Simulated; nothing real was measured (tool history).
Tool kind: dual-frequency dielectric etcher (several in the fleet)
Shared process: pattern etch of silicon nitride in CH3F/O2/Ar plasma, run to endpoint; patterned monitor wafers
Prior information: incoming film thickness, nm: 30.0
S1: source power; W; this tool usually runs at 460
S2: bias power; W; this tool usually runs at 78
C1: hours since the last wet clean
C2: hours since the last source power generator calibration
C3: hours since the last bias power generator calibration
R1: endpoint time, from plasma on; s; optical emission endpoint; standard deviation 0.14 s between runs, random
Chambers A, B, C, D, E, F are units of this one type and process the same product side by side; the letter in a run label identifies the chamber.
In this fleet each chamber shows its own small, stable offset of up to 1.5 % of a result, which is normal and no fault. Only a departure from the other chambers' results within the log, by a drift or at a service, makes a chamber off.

run	day	S1	S2	C1	C2	C3	R1
1C	0.267	460	78	205.9	95.6	2637.2	39.766
2F	0.575	460	78	398.7	388.6	714.4	40.117
# day 0.688: chamber E: wet clean of the chamber
3B	0.788	460	78	136.7	2195.7	2679.9	39.746
4A	1.033	460	78	320.5	463.9	484.1	39.956
5D	1.212	460	78	242.4	2116.8	2913	40.087
6E	1.571	460	78	21.2	1340	1855.6	40.516
7B	1.775	580	97	160.4	2219.4	2703.6	33.931
8E	2.129	580	97	34.6	1353.4	1869	33.988
9D	2.55	580	97	274.5	2148.9	2945.1	34.301
10A	2.758	580	97	361.9	505.3	525.5	34.055
11F	3.158	580	97	460.7	450.6	776.4	34.083
12C	3.346	580	97	279.8	169.5	2711.1	33.999
13D	3.583	460	78	299.3	2173.7	2969.9	40.489
14F	3.933	500	59	479.3	469.2	795	42.422
15A	4.133	500	59	394.9	538.3	558.5	42.802
16E	4.483	500	59	91.1	1409.9	1925.5	42.662
17C	4.692	500	59	312.1	201.8	2743.4	42.31
18B	5.012	500	59	238.1	2297.1	2781.3	42.138
19F	5.271	500	59	511.4	501.3	827.1	42.364
20C	5.608	460	78	334.1	223.8	2765.4	39.539
21B	6.017	460	78	262.2	2321.2	2805.4	39.944
22E	6.388	460	78	136.8	1455.6	1971.2	40.1
23D	6.583	460	78	371.3	2245.7	3041.9	40.573
24A	6.958	460	78	462.7	606.1	626.3	40.264
25A	7.312	460	78	471.2	614.6	634.8	40.221
# day 7.538: chamber F: wet clean of the chamber
26E	7.542	460	78	164.5	1483.3	1998.9	40.172
# day 7.55: chamber D: wet clean of the chamber
27C	7.933	460	78	389.9	279.6	2821.2	39.285
28B	8.292	460	78	316.8	2375.8	2860	39.96
29F	8.608	460	78	25.7	581.4	907.2	40.086
# day 8.688: chamber B: wet clean of the chamber
30D	8.942	510	86	33.5	2302.3	3098.5	37.464
31B	9.162	510	86	11.4	2396.7	2880.9	37.013
32E	9.508	510	86	211.7	1530.5	2046.1	37.493
33A	9.85	510	86	532.1	675.5	695.7	37.414
34F	10.2	510	86	63.9	619.6	945.4	37.311
35C	10.492	510	86	451.3	341	2882.6	36.377
36D	10.879	400	85	80	2348.8	3145	41.787

One chamber off, gauge drift, or nothing amiss beyond the chambers' own small offsets? If it is a chamber, which one, and what is the likeliest cause?

Chamber C drifts away from the others.
What lies behind it: etch rate over this chamber's usual, % = 1.9.
The log may not separate it from: source power that arrives over what is set, %; bias power that arrives over what is set, %.

Which of the 4 candidates below, each the usual settings with something changed and its results left as question marks, puts chamber C back in line with what the other chambers give on the usual settings?
A result is in line if it is within this distance of the other chambers' mean on the usual settings: R1 0.48 s
37C-1	11.179	460	84				?
37C-2	11.179	430	78				?
37C-3	11.179	460	79				?
37C-4	11.179	460	77				?

Mean of the other chambers on the usual settings: R1 40.143 s
run	R1
37C-1	38.123
37C-2	40.125
37C-3	38.947
37C-4	39.293
37C-2 is the one that brings the chamber's results back in line with the other chambers.
